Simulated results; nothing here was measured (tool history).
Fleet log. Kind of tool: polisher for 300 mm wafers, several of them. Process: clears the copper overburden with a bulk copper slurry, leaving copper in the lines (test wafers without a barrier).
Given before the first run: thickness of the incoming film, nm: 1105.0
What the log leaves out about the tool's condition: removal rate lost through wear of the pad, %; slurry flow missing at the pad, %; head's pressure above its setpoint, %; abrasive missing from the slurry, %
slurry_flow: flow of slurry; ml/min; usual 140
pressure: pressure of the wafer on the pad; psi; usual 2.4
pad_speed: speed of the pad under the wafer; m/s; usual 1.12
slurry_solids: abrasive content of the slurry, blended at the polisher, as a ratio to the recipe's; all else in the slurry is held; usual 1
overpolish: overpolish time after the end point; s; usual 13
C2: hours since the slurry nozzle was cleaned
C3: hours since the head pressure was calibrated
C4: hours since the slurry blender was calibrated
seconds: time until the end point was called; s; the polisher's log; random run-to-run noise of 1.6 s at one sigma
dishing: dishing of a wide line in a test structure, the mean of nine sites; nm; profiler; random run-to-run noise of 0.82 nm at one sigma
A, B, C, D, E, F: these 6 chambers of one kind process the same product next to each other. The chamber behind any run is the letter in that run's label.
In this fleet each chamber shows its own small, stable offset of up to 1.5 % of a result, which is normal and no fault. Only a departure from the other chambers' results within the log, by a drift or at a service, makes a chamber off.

run 1B hour=8 | slurry_flow=140 pressure=2.4 pad_speed=1.12 slurry_solids=1 overpolish=13 | wafers_polished_on_this_pad=167 C2=552.7 C3=284.1 C4=336.5 | seconds=123.23 dishing=62.404
-- hour=11.1 chamber D: slurry nozzle cleaned
run 2C hour=15.6 | slurry_flow=140 pressure=2.4 pad_speed=1.12 slurry_solids=1 overpolish=13 | wafers_polished_on_this_pad=449 C2=178.7 C3=803.1 C4=207.3 | seconds=124.24 dishing=63.77
run 3F hour=26.2 | slurry_flow=140 pressure=2.4 pad_speed=1.12 slurry_solids=1 overpolish=13 | wafers_polished_on_this_pad=818 C2=363.5 C3=773.8 C4=64.8 | seconds=124.92 dishing=61.371
run 4D hour=32.1 | slurry_flow=140 pressure=2.4 pad_speed=1.12 slurry_solids=1 overpolish=13 | wafers_polished_on_this_pad=215 C2=21 C3=914.2 C4=55.8 | seconds=124.32 dishing=61.731
-- hour=32.7 chamber C: slurry blender recalibrated
-- hour=38.3 chamber A: head pressure recalibrated
run 5A hour=42.5 | slurry_flow=140 pressure=2.4 pad_speed=1.12 slurry_solids=1 overpolish=13 | wafers_polished_on_this_pad=919 C2=434.6 C3=4.3 C4=106.3 | seconds=126.41 dishing=61.756
-- hour=43.4 chamber C: worn pad replaced by a new one
-- hour=45 chamber A: slurry blender recalibrated
run 6E hour=49.5 | slurry_flow=100 pressure=2.4 pad_speed=1.4 slurry_solids=1 overpolish=13 | wafers_polished_on_this_pad=437 C2=245.3 C3=196.6 C4=212.2 | seconds=104.95 dishing=68.807
run 7D hour=56.3 | slurry_flow=100 pressure=2.4 pad_speed=1.4 slurry_solids=1 overpolish=13 | wafers_polished_on_this_pad=363 C2=45.2 C3=938.4 C4=80 | seconds=106.24 dishing=66.042
run 8B hour=67.3 | slurry_flow=100 pressure=2.4 pad_speed=1.4 slurry_solids=1 overpolish=13 | wafers_polished_on_this_pad=530 C2=612 C3=343.4 C4=395.8 | seconds=106.41 dishing=67.142
-- hour=67.9 chamber B: worn pad replaced by a new one
-- hour=71.3 chamber B: slurry blender recalibrated
run 9F hour=79.1 | slurry_flow=100 pressure=2.4 pad_speed=1.4 slurry_solids=1 overpolish=13 | wafers_polished_on_this_pad=1142 C2=416.4 C3=826.7 C4=117.7 | seconds=108.54 dishing=67.688
run 10C hour=88.8 | slurry_flow=100 pressure=2.4 pad_speed=1.4 slurry_solids=1 overpolish=13 | wafers_polished_on_this_pad=278 C2=251.9 C3=876.3 C4=56.2 | seconds=106.43 dishing=65.305
run 11E hour=97.6 | slurry_flow=100 pressure=2.4 pad_speed=1.4 slurry_solids=1 overpolish=13 | wafers_polished_on_this_pad=731 C2=293.4 C3=244.7 C4=260.3 | seconds=107.14 dishing=68.033
-- hour=101 chamber C: slurry nozzle cleaned
-- hour=102.9 chamber E: slurry blender recalibrated
-- hour=106.1 chamber E: worn pad replaced by a new one
run 12A hour=109.4 | slurry_flow=140 pressure=2.4 pad_speed=1.12 slurry_solids=1 overpolish=13 | wafers_polished_on_this_pad=1328 C2=501.5 C3=71.2 C4=64.4 | seconds=124.89 dishing=62.165
-- hour=110.8 chamber F: worn pad replaced by a new one
-- hour=111.5 chamber F: slurry blender recalibrated
run 13D hour=115.9 | slurry_flow=140 pressure=2.4 pad_speed=1.12 slurry_solids=1 overpolish=13 | wafers_polished_on_this_pad=728 C2=104.8 C3=998 C4=139.6 | seconds=123.22 dishing=59.446
-- hour=119.4 chamber E: slurry nozzle cleaned
run 14B hour=125.7 | slurry_flow=140 pressure=2.4 pad_speed=1.12 slurry_solids=1 overpolish=13 | wafers_polished_on_this_pad=354 C2=670.4 C3=401.8 C4=54.5 | seconds=123.19 dishing=62.796
-- hour=128.6 chamber A: slurry nozzle cleaned
run 15F hour=138.4 | slurry_flow=140 pressure=2.4 pad_speed=1.12 slurry_solids=1 overpolish=13 | wafers_polished_on_this_pad=169 C2=475.7 C3=886 C4=26.9 | seconds=124.01 dishing=61.534
-- hour=146.2 chamber C: worn pad replaced by a new one
-- hour=148.8 chamber A: worn pad replaced by a new one
run 16C hour=149.6 | slurry_flow=140 pressure=2.4 pad_speed=1.12 slurry_solids=1 overpolish=13 | wafers_polished_on_this_pad=21 C2=48.7 C3=937.1 C4=117 | seconds=121.92 dishing=62.154
-- hour=156.6 chamber A: slurry blender recalibrated
run 17E hour=156.7 | slurry_flow=140 pressure=3.1 pad_speed=1.12 slurry_solids=1 overpolish=9 | wafers_polished_on_this_pad=309 C2=37.3 C3=303.8 C4=53.8 | seconds=96.092 dishing=59.794
-- hour=165.2 chamber B: worn pad replaced by a new one
run 18A hour=167.7 | slurry_flow=140 pressure=3.1 pad_speed=1.12 slurry_solids=1 overpolish=9 | wafers_polished_on_this_pad=116 C2=39.2 C3=129.5 C4=11.1 | seconds=95.809 dishing=60.015
run 19C hour=178.2 | slurry_flow=140 pressure=3.1 pad_speed=1.12 slurry_solids=1 overpolish=9 | wafers_polished_on_this_pad=196 C2=77.3 C3=965.7 C4=145.6 | seconds=96.31 dishing=59.95
-- hour=178.7 chamber D: worn pad replaced by a new one
run 20F hour=189.7 | slurry_flow=140 pressure=3.1 pad_speed=1.12 slurry_solids=1 overpolish=9 | wafers_polished_on_this_pad=483 C2=527 C3=937.3 C4=78.2 | seconds=95.25 dishing=57.291
run 21A hour=201.6 | slurry_flow=140 pressure=3.1 pad_speed=1.12 slurry_solids=1 overpolish=9 | wafers_polished_on_this_pad=323 C2=73.1 C3=163.4 C4=45 | seconds=97.434 dishing=58.316
run 22E hour=211.2 | slurry_flow=140 pressure=3.1 pad_speed=1.12 slurry_solids=1 overpolish=9 | wafers_polished_on_this_pad=643 C2=91.8 C3=358.3 C4=108.3 | seconds=94.831 dishing=58.737
run 23D hour=222.2 | slurry_flow=140 pressure=2.4 pad_speed=1.12 slurry_solids=1 overpolish=13 | wafers_polished_on_this_pad=266 C2=211.1 C3=1104.3 C4=245.9 | seconds=122.06 dishing=59.521
-- hour=225.8 chamber F: slurry nozzle cleaned
run 24B hour=233.7 | slurry_flow=140 pressure=2.4 pad_speed=1.12 slurry_solids=0.9 overpolish=13 | wafers_polished_on_this_pad=419 C2=778.4 C3=509.8 C4=162.5 | seconds=128.78 dishing=61.277
-- hour=239.3 chamber C: head pressure recalibrated
run 25C hour=244.3 | slurry_flow=140 pressure=2.4 pad_speed=1.12 slurry_solids=0.9 overpolish=13 | wafers_polished_on_this_pad=600 C2=143.4 C3=5 C4=211.7 | seconds=126.83 dishing=59.075
-- hour=246.9 chamber E: worn pad replaced by a new one
run 26F hour=252.2 | slurry_flow=140 pressure=2.4 pad_speed=1.12 slurry_solids=0.9 overpolish=13 | wafers_polished_on_this_pad=865 C2=26.4 C3=999.8 C4=140.7 | seconds=126.2 dishing=59.984
-- hour=255 chamber B: worn pad replaced by a new one
-- hour=255.8 chamber C: worn pad replaced by a new one
run 27E hour=264.4 | slurry_flow=140 pressure=2.4 pad_speed=1.12 slurry_solids=0.9 overpolish=13 | wafers_polished_on_this_pad=107 C2=145 C3=411.5 C4=161.5 | seconds=127.66 dishing=59.864
-- hour=266.8 chamber A: slurry blender recalibrated
-- hour=268.7 chamber F: slurry blender recalibrated
run 28B hour=275.8 | slurry_flow=140 pressure=2.4 pad_speed=1.12 slurry_solids=0.9 overpolish=13 | wafers_polished_on_this_pad=127 C2=820.5 C3=551.9 C4=204.6 | seconds=129.15 dishing=60.344
run 29D hour=285.2 | slurry_flow=140 pressure=2.4 pad_speed=1.12 slurry_solids=0.9 overpolish=13 | wafers_polished_on_this_pad=652 C2=274.1 C3=1167.3 C4=308.9 | seconds=126.71 dishing=60.48
-- hour=286.6 chamber C: slurry blender recalibrated
run 30A hour=295.4 | slurry_flow=140 pressure=2.4 pad_speed=1.12 slurry_solids=1 overpolish=13 | wafers_polished_on_this_pad=897 C2=166.9 C3=257.2 C4=28.7 | seconds=125.16 dishing=61.1
run 31C hour=303.8 | slurry_flow=140 pressure=2.4 pad_speed=1.12 slurry_solids=1 overpolish=13 | wafers_polished_on_this_pad=294 C2=202.9 C3=64.5 C4=17.3 | seconds=127.5 dishing=62.977
-- hour=304.6 chamber D: head pressure recalibrated
run 32F hour=314.7 | slurry_flow=140 pressure=2.4 pad_speed=1.12 slurry_solids=1 overpolish=13 | wafers_polished_on_this_pad=1248 C2=88.9 C3=1062.3 C4=46.1 | seconds=123.95 dishing=59.91
-- hour=322.7 chamber F: worn pad replaced by a new one
run 33B hour=325.1 | slurry_flow=140 pressure=2.4 pad_speed=0.94 slurry_solids=1 overpolish=13 | wafers_polished_on_this_pad=429 C2=869.8 C3=601.2 C4=253.9 | seconds=149.92 dishing=54.297
run 34E hour=334.8 | slurry_flow=140 pressure=2.4 pad_speed=0.94 slurry_solids=1 overpolish=13 | wafers_polished_on_this_pad=538 C2=215.4 C3=481.9 C4=231.9 | seconds=147.33 dishing=54.946
-- hour=335 chamber D: slurry blender recalibrated
-- hour=336.3 chamber B: slurry nozzle cleaned
-- hour=342.8 chamber B: worn pad replaced by a new one
run 35A hour=344.4 | slurry_flow=140 pressure=2.4 pad_speed=0.94 slurry_solids=1 overpolish=13 | wafers_polished_on_this_pad=1197 C2=215.9 C3=306.2 C4=77.7 | seconds=147.28 dishing=54.192
run 36D hour=353.3 | slurry_flow=140 pressure=2.4 pad_speed=0.94 slurry_solids=1 overpolish=13 | wafers_polished_on_this_pad=1068 C2=342.2 C3=48.8 C4=18.4 | seconds=148.81 dishing=54.576
run 37C hour=360.7 | slurry_flow=140 pressure=2.4 pad_speed=0.94 slurry_solids=1 overpolish=13 | wafers_polished_on_this_pad=642 C2=259.8 C3=121.4 C4=74.2 | seconds=150.21 dishing=54.379
-- hour=371.2 chamber D: worn pad replaced by a new one
run 38D hour=371.6 | slurry_flow=140 pressure=2.4 pad_speed=0.94 slurry_solids=1 overpolish=13 | wafers_polished_on_this_pad=2 C2=360.5 C3=67.1 C4=36.7 | seconds=144.23 dishing=55.433
run 39B hour=379.3 | slurry_flow=140 pressure=2.4 pad_speed=1.12 slurry_solids=1 overpolish=13 | wafers_polished_on_this_pad=223 C2=43.1 C3=655.4 C4=308.1 | seconds=121.02 dishing=61.989
-- hour=381.5 chamber A: worn pad replaced by a new one
run 40A hour=386.2 | slurry_flow=140 pressure=2.4 pad_speed=1.12 slurry_solids=1 overpolish=13 | wafers_polished_on_this_pad=28 C2=257.7 C3=348 C4=119.5 | seconds=123.93 dishing=61.438
run 41F hour=394.9 | slurry_flow=140 pressure=2.4 pad_speed=1.12 slurry_solids=1 overpolish=13 | wafers_polished_on_this_pad=442 C2=169.1 C3=1142.5 C4=126.3 | seconds=125.02 dishing=62.524

One chamber off, gauge drift, or nothing amiss beyond the chambers' own small offsets? If it is a chamber, which one, and what is the likeliest cause?

Neither any chamber nor the gauge drifts; the chambers differ only by their own small, steady offsets.
